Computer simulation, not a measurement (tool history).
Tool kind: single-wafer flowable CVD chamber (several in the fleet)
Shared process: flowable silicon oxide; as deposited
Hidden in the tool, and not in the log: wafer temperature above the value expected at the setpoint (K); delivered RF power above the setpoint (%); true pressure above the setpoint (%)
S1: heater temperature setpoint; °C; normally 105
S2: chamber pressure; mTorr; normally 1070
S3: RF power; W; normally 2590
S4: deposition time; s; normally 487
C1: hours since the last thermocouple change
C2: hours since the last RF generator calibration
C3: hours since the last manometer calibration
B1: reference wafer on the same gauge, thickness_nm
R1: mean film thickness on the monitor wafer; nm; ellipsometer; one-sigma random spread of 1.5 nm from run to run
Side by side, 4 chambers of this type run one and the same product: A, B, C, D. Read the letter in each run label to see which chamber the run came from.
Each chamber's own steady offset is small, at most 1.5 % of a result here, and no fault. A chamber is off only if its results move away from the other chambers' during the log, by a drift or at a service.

Run 1A, day 0.196: usual settings; C1 834.7; C2 1025.0; C3 5.3; B1 305.82. Result: R1 378.53 nm.
Run 2D, day 0.338: usual settings; C1 562.7; C2 2333.7; C3 1154.7; B1 306.28. Result: R1 373.65 nm.
Run 3B, day 0.525: usual settings; C1 1739.7; C2 96.2; C3 1158.5; B1 306.18. Result: R1 371.83 nm.
At day 0.554: chamber A: RF generator calibrated.
Run 4C, day 0.692: usual settings; C1 244.6; C2 393.5; C3 204.3; B1 305.70. Result: R1 372.57 nm.
Run 5B, day 0.879: usual settings; C1 1748.2; C2 104.7; C3 1167.0; B1 305.88. Result: R1 370.07 nm.
Run 6C, day 1.050: usual settings but S2 1180 mTorr, S3 3025 W; C1 253.2; C2 402.1; C3 212.9; B1 305.88. Result: R1 424.70 nm.
Run 7D, day 1.296: usual settings but S2 1180 mTorr, S3 3025 W; C1 585.7; C2 2356.7; C3 1177.7; B1 306.23. Result: R1 423.39 nm.
At day 1.379: chamber B: capacitance manometer re-zeroed and calibrated.
Run 8A, day 1.529: usual settings but S2 1180 mTorr, S3 3025 W; C1 866.7; C2 23.4; C3 37.3; B1 306.22. Result: R1 432.38 nm.
Run 9A, day 1.717: usual settings but S2 1180 mTorr, S3 3025 W; C1 871.2; C2 27.9; C3 41.8; B1 306.17. Result: R1 427.24 nm.
Run 10D, day 1.858: usual settings; C1 599.2; C2 2370.2; C3 1191.2; B1 305.76. Result: R1 370.85 nm.
Run 11C, day 2.054: usual settings; C1 277.3; C2 426.2; C3 237.0; B1 306.26. Result: R1 372.73 nm.
Run 12B, day 2.283: usual settings; C1 1781.9; C2 138.4; C3 21.7; B1 306.22. Result: R1 384.41 nm.
At day 2.300: chamber D: RF generator calibrated.
Run 13C, day 2.475: usual settings but S1 118 °C; C1 287.4; C2 436.3; C3 247.1; B1 306.06. Result: R1 248.31 nm.
Run 14D, day 2.692: usual settings but S1 118 °C; C1 619.2; C2 9.4; C3 1211.2; B1 306.15. Result: R1 246.03 nm.
Run 15A, day 2.846: usual settings but S1 118 °C; C1 898.3; C2 55.0; C3 68.9; B1 306.14. Result: R1 249.97 nm.
Run 16B, day 3.054: usual settings but S1 118 °C; C1 1800.4; C2 156.9; C3 40.2; B1 306.06. Result: R1 254.42 nm.
Run 17B, day 3.221: usual settings; C1 1804.4; C2 160.9; C3 44.2; B1 306.27. Result: R1 384.82 nm.
Run 18A, day 3.396: usual settings; C1 911.5; C2 68.2; C3 82.1; B1 305.85. Result: R1 379.39 nm.
Run 19C, day 3.512: usual settings; C1 312.3; C2 461.2; C3 272.0; B1 306.18. Result: R1 376.07 nm.
Run 20D, day 3.721: usual settings; C1 643.9; C2 34.1; C3 1235.9; B1 305.93. Result: R1 373.69 nm.
Run 21A, day 3.879: usual settings; C1 923.1; C2 79.8; C3 93.7; B1 305.91. Result: R1 378.66 nm.
Run 22C, day 4.004: usual settings; C1 324.1; C2 473.0; C3 283.8; B1 305.71. Result: R1 373.08 nm.
Run 23B, day 4.121: usual settings; C1 1826.0; C2 182.5; C3 65.8; B1 306.23. Result: R1 383.24 nm.
Run 24D, day 4.288: usual settings; C1 657.5; C2 47.7; C3 1249.5; B1 305.68. Result: R1 372.77 nm.
Run 25C, day 4.400: usual settings; C1 333.6; C2 482.5; C3 293.3; B1 305.97. Result: R1 373.32 nm.

Predict what each chamber gives when all 4 of them run the settings below next.
Run 26A, day 4.575: usual settings. Result: R1 ?.
Run 26B, day 4.575: usual settings. Result: R1 ?.
Run 26C, day 4.575: usual settings. Result: R1 ?.
Run 26D, day 4.575: usual settings. Result: R1 ?.

run      R1
26A  378.83
26B  383.38
26C  374.37
26D  374.12
